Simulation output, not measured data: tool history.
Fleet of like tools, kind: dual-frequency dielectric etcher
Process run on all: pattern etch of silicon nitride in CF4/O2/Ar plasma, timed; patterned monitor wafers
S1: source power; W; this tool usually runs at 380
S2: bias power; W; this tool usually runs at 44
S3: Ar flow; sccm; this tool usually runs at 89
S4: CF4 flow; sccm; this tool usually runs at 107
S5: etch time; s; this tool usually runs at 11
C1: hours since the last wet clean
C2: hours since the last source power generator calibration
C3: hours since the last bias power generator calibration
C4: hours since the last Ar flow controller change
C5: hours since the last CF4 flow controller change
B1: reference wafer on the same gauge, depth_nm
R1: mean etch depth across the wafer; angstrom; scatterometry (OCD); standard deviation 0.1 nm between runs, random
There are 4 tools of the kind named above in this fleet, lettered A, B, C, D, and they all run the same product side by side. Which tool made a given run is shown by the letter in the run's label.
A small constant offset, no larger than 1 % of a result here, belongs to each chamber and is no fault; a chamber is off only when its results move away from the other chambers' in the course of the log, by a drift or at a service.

run	hour	S1	S2	S3	S4	S5	C1	C2	C3	C4	C5	B1	R1
1C	3.3	380	44	89	107	11	140.4	1178.3	1617.4	80.9	3560.3	19.104	159.7
# hour 7.7: chamber B: wet clean of the chamber
2D	8.9	380	44	89	107	11	410.3	148.7	1642.2	797.1	3972.8	19.117	161.66
3B	14.5	380	44	89	107	11	6.9	251.5	1661.2	1410.1	2144.5	19.11	161.7
4A	18.9	380	44	89	107	11	378.8	1071.5	527.8	227.4	3705.6	19.115	159.34
5A	22.4	380	44	89	107	11	382.3	1075	531.3	230.9	3709.1	19.083	159.29
6C	25.3	380	44	89	107	11	162.4	1200.3	1639.4	102.9	3582.3	19.103	160.64
7D	29.8	380	44	89	107	11	431.2	169.6	1663.1	818	3993.7	19.094	162.94
8B	32.8	380	44	89	107	11	25.2	269.8	1679.5	1428.4	2162.8	19.112	161.98
9D	36.3	380	44	89	107	11	437.7	176.1	1669.6	824.5	4000.2	19.106	163.47
10B	40.4	380	44	89	107	11	32.8	277.4	1687.1	1436	2170.4	19.111	162.43
11A	44.4	380	44	89	107	11	404.3	1097	553.3	252.9	3731.1	19.077	159.15
12C	48.6	380	44	89	107	11	185.7	1223.6	1662.7	126.2	3605.6	19.067	159.55
13B	51.5	380	44	89	120	11	43.9	288.5	1698.2	1447.1	2181.5	19.095	164.69
14C	55.4	380	44	89	120	11	192.5	1230.4	1669.5	133	3612.4	19.115	162.56
15A	59.6	380	44	89	120	11	419.5	1112.2	568.5	268.1	3746.3	19.106	159.67
16D	64.4	380	44	89	120	11	465.8	204.2	1697.7	852.6	4028.3	19.108	167.49
17C	69.9	380	44	89	107	11	207	1244.9	1684	147.5	3626.9	19.103	159.92
18D	74.4	380	44	89	107	11	475.8	214.2	1707.7	862.6	4038.3	19.095	164.85
19B	77.3	380	44	89	107	11	69.7	314.3	1724	1472.9	2207.3	19.101	161.81
20A	81.3	380	44	89	107	11	441.2	1133.9	590.2	289.8	3768	19.101	159.45
21B	86.2	380	44	89	107	11	78.6	323.2	1732.9	1481.8	2216.2	19.136	161.65
22D	90.6	380	41	89	133	11	492	230.4	1723.9	878.8	4054.5	19.119	165.96
23C	93.4	380	41	89	133	11	230.5	1268.4	1707.5	171	3650.4	19.142	160
24A	97.1	380	41	89	133	11	457	1149.7	606	305.6	3783.8	19.072	160.63
25C	101.7	380	41	89	133	11	238.8	1276.7	1715.8	179.3	3658.7	19.121	157.79
26D	106.3	300	44	82	107	11	507.7	246.1	1739.6	894.5	4070.2	19.08	137
27B	109.2	300	44	82	107	11	101.6	346.2	1755.9	1504.8	2239.2	19.083	133.03
28A	113.5	300	44	82	107	11	473.4	1166.1	622.4	322	3800.2	19.092	131.79

One chamber off, gauge drift, or nothing amiss beyond the chambers' own small offsets? If it is a chamber, which one, and what is the likeliest cause?

It is chamber D that slowly wanders off from its peers.
Most likely cause: etch rate over this chamber's usual, % = 3.7.
The log may not separate it from: source power that arrives over what is set, %.

Below are 4 candidate recipes for chamber D's next run, each the usual settings with a change, their results shown as question marks. Which of them brings D's results back in line with what the other chambers give on the usual settings?
To be in line, a result may differ from the other chambers' mean on the usual settings by at most: R1 3.5 angstrom
29D-1	117.6	410	45	88	107	11							?
29D-2	117.6	380	44	89	107	11.5							?
29D-3	117.6	380	34	89	107	11							?
29D-4	117.6	380	39	89	103	11							?

The other chambers' mean on the usual settings: R1 160.11 angstrom
run	R1
29D-1	180.88
29D-2	175.11
29D-3	152.77
29D-4	159.59
The right change is 29D-4: it brings the chamber back within the allowed miss of the others.
